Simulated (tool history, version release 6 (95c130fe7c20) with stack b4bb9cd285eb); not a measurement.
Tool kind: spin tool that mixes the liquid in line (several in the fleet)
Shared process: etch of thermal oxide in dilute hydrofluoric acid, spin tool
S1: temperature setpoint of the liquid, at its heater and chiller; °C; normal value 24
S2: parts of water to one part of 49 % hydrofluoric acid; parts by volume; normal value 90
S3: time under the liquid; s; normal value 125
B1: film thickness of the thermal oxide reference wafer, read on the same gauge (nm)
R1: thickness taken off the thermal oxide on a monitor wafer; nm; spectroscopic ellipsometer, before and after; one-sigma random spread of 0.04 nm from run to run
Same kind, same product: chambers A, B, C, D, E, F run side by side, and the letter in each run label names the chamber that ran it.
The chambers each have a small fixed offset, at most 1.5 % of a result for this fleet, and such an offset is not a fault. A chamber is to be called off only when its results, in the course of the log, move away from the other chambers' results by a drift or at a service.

run   hour  S1  S2   S3      B1      R1
 1B   11.3  24  90  125  139.99   6.232
      24.9  -- chamber E: thermometer replaced
 2D   24.9  24  90  125     140  6.2547
 3A   31.8  24  90  125  139.99  6.2302
 4F   40.4  24  90  125  139.95   6.125
 5E   53.9  24  90  125     140  6.2497
 6C   63.6  24  90  125  139.94  6.1212
 7D   74.8  24  90  125  140.03  6.2931
 8C     88  24  90  125  140.03  6.2689
 9F     96  24  90  125  140.06  6.1283
10B    111  24  90  125  140.02  6.1604
11E  126.1  24  60  125  140.02  9.9033
12A  134.1  24  60  125  140.01  9.7093
13D  149.2  24  60  125  139.99  9.7789
14A  159.6  24  60  125     140  9.6728
15C  169.7  24  60  125  140.07  9.7193
       176  -- chamber E: hydrofluoric acid flow meter replaced
16F  182.3  24  60  125  139.98     9.6
       185  -- chamber F: thermometer replaced
17E  192.8  24  90  125     140  6.2263
18B  203.9  24  90  125  139.97  6.3941
     212.4  -- chamber A: thermometer replaced
19C  217.6  24  90  125  139.95  6.1991
20A  233.3  24  90  125  140.01  6.2054
21F  244.5  24  90  125  140.01  6.1801
     244.6  -- chamber B: thermometer replaced
22D  258.4  24  90  125  140.01  6.2631
23B    272  24  90   95  140.05  4.8893
24E  279.7  24  90   95  139.99  4.7695
25A  290.1  24  90   95     140  4.7231
26E  305.3  24  90   95  139.99  4.7638
27C  313.2  24  90   95  140.04   4.722
28F  323.9  24  90   95  139.98   4.734
29B  338.4  24  90  125  139.99  6.5423
30D    347  24  90  125  140.01  6.2621
     350.6  -- chamber C: hydrofluoric acid flow meter replaced
31A  362.7  24  90  125  140.05   6.231
32B  370.2  24  90  125     140  6.5689
33F  377.4  24  90  125  140.01  6.2314
34D  390.3  24  90  125  140.02  6.2106
35E  398.6  24  90  125  139.98  6.1967
36C  410.6  24  90  125  139.98  6.1629
37E  423.3  24  90  125  139.99  6.2919
       429  -- chamber F: hydrofluoric acid flow meter replaced
38F  433.6  24  90  125  139.97  6.2163
39C  446.3  24  90  125  140.01   6.263
40B  456.3  24  90  125  139.97  6.7195
41D    464  24  90  125  139.96  6.2434
42A  474.6  24  90  125  139.99  6.2532
43B  486.4  24  90  125  140.06  6.7459

Has any chamber moved away from the others, gradually or after a service, or does the common gauge drift, or do the chambers differ only by their own small steady offsets? State the chamber and the most likely cause if one applies.

One chamber, B, drifts off from the rest bit by bit.
Likeliest cause: hydrofluoric acid flow above the setpoint (%) = 8.41.

Which of the 4 candidates below, each the usual settings with something changed and its results left as question marks, puts chamber B back in line with what the other chambers give on the usual settings?
Counts as in line when no further than this from what the other chambers average on the usual settings: R1 0.14 nm
44B-1  497.9  26  90  125       ?
44B-2  497.9  24  90  115       ?
44B-3  497.9  24  90  130       ?
44B-4  497.9  23  90  125       ?

The other chambers' mean on the usual settings: R1 6.2312 nm
  run      R1
44B-1  7.3632
44B-2  6.2489
44B-3   7.064
44B-4  6.5215
44B-2 puts the chamber back in line with the other chambers.
